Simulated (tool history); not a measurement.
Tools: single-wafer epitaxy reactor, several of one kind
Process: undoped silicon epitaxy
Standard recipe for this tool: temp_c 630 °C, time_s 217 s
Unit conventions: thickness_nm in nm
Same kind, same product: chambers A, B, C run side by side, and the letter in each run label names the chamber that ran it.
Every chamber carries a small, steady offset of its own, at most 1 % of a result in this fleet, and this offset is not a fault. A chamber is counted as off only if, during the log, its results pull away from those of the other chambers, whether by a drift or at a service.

run,hour,temp_c,time_s,"read-back reference wafer on the same gauge, thickness_nm",thickness_nm
1B,12.5,630,217,23.391,23.288
2C,23.6,630,217,23.392,23.176
3A,35.3,630,217,23.382,23.399
4C,44.9,630,217,23.378,23.154
5B,55.5,630,217,23.375,23.268
6A,65.4,617,217,23.376,17.42
7C,80.6,617,217,23.369,17.194
8B,92,617,217,23.361,17.173
9A,103.3,630,217,23.364,23.418
10A,111.4,630,179,23.352,19.319
11C,119.7,630,179,23.35,19.119
12B,133.1,630,179,23.349,19.223
13A,143.8,630,217,23.344,23.385
14C,153,630,217,23.334,23.087
15B,164.9,630,217,23.327,23.22
16A,173.2,622,217,23.322,19.532
17C,188.9,622,217,23.324,19.24
18B,203.2,622,217,23.318,19.271
19B,218.4,630,217,23.311,23.193
20A,231.9,625,217,23.3,20.864
21C,244.6,625,217,23.301,20.569

For the next run the whole fleet of 3 chambers uses the same settings. Give each chamber's results:
22A,255.9,630,217,,?
22B,255.9,630,217,,?
22C,255.9,630,217,,?

run,thickness_nm
22A,23.336
22B,23.21
22C,23.061
